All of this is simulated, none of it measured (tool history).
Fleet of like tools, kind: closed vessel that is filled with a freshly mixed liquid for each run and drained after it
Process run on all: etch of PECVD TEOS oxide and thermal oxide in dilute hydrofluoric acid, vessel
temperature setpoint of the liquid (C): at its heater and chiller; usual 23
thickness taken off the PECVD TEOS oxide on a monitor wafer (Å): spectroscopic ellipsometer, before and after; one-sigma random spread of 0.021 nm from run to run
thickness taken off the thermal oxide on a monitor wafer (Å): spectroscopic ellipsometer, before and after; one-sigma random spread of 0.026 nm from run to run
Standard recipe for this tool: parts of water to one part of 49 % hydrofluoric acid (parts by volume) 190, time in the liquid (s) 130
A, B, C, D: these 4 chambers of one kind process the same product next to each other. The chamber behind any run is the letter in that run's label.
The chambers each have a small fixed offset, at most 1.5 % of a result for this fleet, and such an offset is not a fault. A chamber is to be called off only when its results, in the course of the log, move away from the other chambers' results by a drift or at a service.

run,day,temperature setpoint of the liquid (C),parts of water to one part of 49 % hydrofluoric acid (parts by volume),time in the liquid (s),"read-back film thickness of the PECVD TEOS oxide reference wafer, read on the same gauge (nm)","read-back film thickness of the thermal oxide reference wafer, read on the same gauge (nm)",thickness taken off the PECVD TEOS oxide on a monitor wafer (Å),thickness taken off the thermal oxide on a monitor wafer (Å)
# day 0.046: chamber A: hydrofluoric acid flow meter replaced
1A,0.212,23,190,130,80.005,150,50.294,27.156
2B,0.408,23,190,130,79.965,150.01,51.496,27.458
3C,0.729,23,190,130,79.978,149.99,50.864,27.51
4D,1.021,23,190,130,80.023,149.99,51.618,26.98
5D,1.425,23,190,130,79.994,149.99,51.25,27.38
6B,1.875,23,115,130,80.021,150.01,91.895,49.294
7C,2.242,23,115,130,79.963,150.01,92.254,49.684
8A,2.671,23,115,130,80.012,150,90.068,48.491
9D,2.933,23,115,130,80.024,150,92.339,49.299
10C,3.312,23,230,165,80.044,150.01,51.419,26.838
# day 3.325: chamber B: hydrofluoric acid flow meter replaced
11B,3.538,23,230,165,80.014,149.98,51.275,27.541
12A,3.817,23,230,165,79.946,150.01,51.131,27.351
13D,4.238,23,230,165,80.015,150,51.979,27.369
14A,4.529,18.5,190,130,80.009,150.01,42.629,23.24
15B,4.804,18.5,190,130,80.023,150,43.261,23.076
16C,5.108,18.5,190,130,80.013,150.01,42.871,22.901
17A,5.471,18.5,190,130,79.996,150.01,42.172,23.018
18D,5.879,23,190,130,79.97,150.02,51.249,27.388
19B,6.233,23,190,130,79.993,149.98,51.194,27.263
20C,6.454,23,190,130,80.031,150,51.141,26.441
21D,6.746,23,190,130,80.05,150,51.259,27.158
22B,6.967,23,115,130,80.003,150.01,91.579,49.091
23C,7.338,23,115,130,79.998,150,91.688,49.541
24A,7.767,23,115,130,79.993,149.99,89.692,48.433
25C,8.175,23,115,130,79.958,150.01,92.308,48.921
26B,8.462,23,190,130,80.023,150.02,51.125,27.295
27D,8.846,23,155,90,79.974,150.03,45.56,24.255
28A,9.283,23,155,90,80.066,149.98,44.339,23.853
29D,9.667,23,155,90,80.011,150.01,45.067,24.13
30C,9.908,23,155,90,80.016,150,44.739,24.011
31B,10.292,23,110,130,79.992,149.99,97.259,51.752
32A,10.633,23,110,130,80.053,150.02,94.959,49.933
33A,11.017,23,110,130,80.009,149.98,94.222,50.657
34D,11.308,23,110,130,80.029,150.03,96.984,50.649
35B,11.55,23,190,130,80.038,150,51.222,27.355
36C,11.904,23,190,130,80.02,150.02,50.917,26.895
37C,12.117,23,190,130,79.992,150.02,51.132,27.167
38B,12.471,24.5,190,80,80.008,150.01,33.384,17.746
39D,12.833,24.5,190,80,80.029,150,33.35,17.884
40A,13.129,24.5,190,80,79.992,150.01,32.628,17.901
41D,13.529,24.5,190,80,79.995,150,33.463,17.787

Does one chamber stand apart from the rest, does the shared gauge drift, or is all well apart from small per-chamber offsets? Give the chamber and the most likely cause, where there is one.

Neither any chamber nor the gauge drifts; the chambers differ only by their own small, steady offsets.
